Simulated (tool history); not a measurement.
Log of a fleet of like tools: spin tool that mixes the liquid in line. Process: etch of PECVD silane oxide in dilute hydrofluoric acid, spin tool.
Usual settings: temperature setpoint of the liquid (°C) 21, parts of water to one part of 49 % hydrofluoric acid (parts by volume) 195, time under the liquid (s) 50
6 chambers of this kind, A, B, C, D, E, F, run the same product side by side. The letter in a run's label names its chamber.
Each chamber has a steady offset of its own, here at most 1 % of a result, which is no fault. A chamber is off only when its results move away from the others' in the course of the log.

run   hour  temperature setpoint of the liquid (°C)  parts of water to one part of 49 % hydrofluoric acid (parts by volume)  time under the liquid (s)  read-back film thickness of the PECVD silane oxide reference wafer, read on the same gauge (nm)  thickness taken off the PECVD silane oxide on a monitor wafer (nm)
 1C   10.9                                       21                                                                     195                         50                                                                                           80.001                                                              4.4168
 2B   24.7                                       21                                                                     195                         50                                                                                           79.994                                                              4.4771
 3E   32.1                                       21                                                                     195                         50                                                                                           79.996                                                              4.5197
      43.9  -- chamber E: hydrofluoric acid flow meter replaced
 4D   47.8                                       21                                                                     195                         50                                                                                            79.97                                                              4.4681
 5F   55.2                                       21                                                                     195                         50                                                                                           79.998                                                               4.544
 6A   68.3                                       21                                                                     195                         50                                                                                            80.01                                                              4.5358
 7E   81.3                                     22.5                                                                     195                         30                                                                                           80.007                                                              2.8954
 8F   88.6                                     22.5                                                                     195                         30                                                                                           80.027                                                              2.8496
 9A  101.8                                     22.5                                                                     195                         30                                                                                           79.997                                                               2.902
10B  115.3                                     22.5                                                                     195                         30                                                                                           79.981                                                              2.8529
11D    127                                     22.5                                                                     195                         30                                                                                           80.004                                                              2.8813
12C    143                                     22.5                                                                     195                         30                                                                                           79.986                                                              2.8639
13B  154.4                                       21                                                                     195                         50                                                                                           80.021                                                              4.4719
     156.2  -- chamber B: hydrofluoric acid flow meter replaced
14E  165.8                                       21                                                                     195                         50                                                                                           80.011                                                              4.5408
15D  177.8                                       21                                                                     195                         50                                                                                           79.996                                                                4.55
16F  189.6                                       21                                                                     195                         50                                                                                           79.996                                                              4.4887
17A  201.3                                       21                                                                     195                         50                                                                                           79.966                                                              4.5997
18C  216.2                                       21                                                                     195                         50                                                                                           79.995                                                              4.6165
19D  224.7                                       21                                                                     195                         50                                                                                           79.981                                                              4.5474
     233.1  -- chamber D: thermometer replaced
20E  233.2                                       21                                                                     195                         50                                                                                           79.978                                                              4.5082
21C  243.5                                       21                                                                     195                         50                                                                                           79.998                                                              4.6477
22A  259.5                                       21                                                                     195                         50                                                                                           79.975                                                              4.5615
23B  267.9                                       21                                                                     195                         50                                                                                           80.001                                                              4.4636
24F  280.3                                       21                                                                     195                         50                                                                                           80.003                                                              4.5271
25F  288.5                                       17                                                                     195                         50                                                                                           79.992                                                              3.8571
26E  300.8                                       17                                                                     195                         50                                                                                           79.988                                                              3.8379
     303.3  -- chamber E: thermometer replaced
27A  314.6                                       17                                                                     195                         50                                                                                           79.999                                                              3.8539
28D  326.1                                       17                                                                     195                         50                                                                                           79.983                                                              3.8996
29B  340.1                                       17                                                                     195                         50                                                                                           80.009                                                               3.816
30C  354.1                                       17                                                                     195                         50                                                                                           80.022                                                              4.0614
       355  -- chamber A: thermometer replaced
31A  361.4                                       21                                                                     195                         50                                                                                           79.994                                                              4.5015
32E  368.5                                       21                                                                     195                         50                                                                                           79.997                                                              4.5368
33B    376                                       21                                                                     195                         50                                                                                           80.001                                                              4.4505
34D  387.4                                       21                                                                     195                         50                                                                                           79.985                                                              4.5085
35C    403                                       21                                                                     195                         50                                                                                           79.987                                                              4.7305
36F  412.5                                       21                                                                     195                         50                                                                                           80.006                                                              4.4976
37E  419.7                                       21                                                                     195                         50                                                                                           80.021                                                              4.4633
38F  429.4                                       21                                                                     195                         50                                                                                           80.002                                                              4.5911
39D  440.6                                     23.5                                                                     115                         50                                                                                           80.002                                                              9.4013
40A  448.8                                     23.5                                                                     115                         50                                                                                           79.987                                                              9.0832
41C  464.9                                     23.5                                                                     115                         50                                                                                           80.013                                                              9.7282
42B    476                                     23.5                                                                     115                         50                                                                                           79.991                                                              9.1237
43C  489.6                                     23.5                                                                     115                         50                                                                                           79.976                                                              9.8476
44B  503.4                                     23.5                                                                     115                         50                                                                                           80.004                                                              9.0798

Is one chamber off against the others, does the gauge drift, or is nothing wrong? If a chamber is off, say which, and what the likeliest cause is.

Chamber C drifts away from the others.
Cause: hydrofluoric acid flow above the setpoint (%) = 7.01.
The log may not tell that from: liquid hotter than its thermometer reads (K).

Here are 4 candidates for chamber C's next run, each the usual settings with a change, their results left as question marks. Which one brings its results back in line with what the others give on the usual settings?
In line means no further than this from the other chambers' mean on the usual settings: thickness taken off the PECVD silane oxide on a monitor wafer (nm) 0.11
45C-1  514.9                                       21                                                                     185                         50                                                                                                                                                                    ?
45C-2  514.9                                       21                                                                     200                         50                                                                                                                                                                    ?
45C-3  514.9                                     21.5                                                                     195                         50                                                                                                                                                                    ?
45C-4  514.9                                       19                                                                     195                         50                                                                                                                                                                    ?

The other chambers' mean on the usual settings: thickness taken off the PECVD silane oxide on a monitor wafer (nm) 4.5122
  run  thickness taken off the PECVD silane oxide on a monitor wafer (nm)
45C-1                                                              5.1446
45C-2                                                               4.685
45C-3                                                              4.9238
45C-4                                                              4.4709
45C-4 brings the chamber back in line.

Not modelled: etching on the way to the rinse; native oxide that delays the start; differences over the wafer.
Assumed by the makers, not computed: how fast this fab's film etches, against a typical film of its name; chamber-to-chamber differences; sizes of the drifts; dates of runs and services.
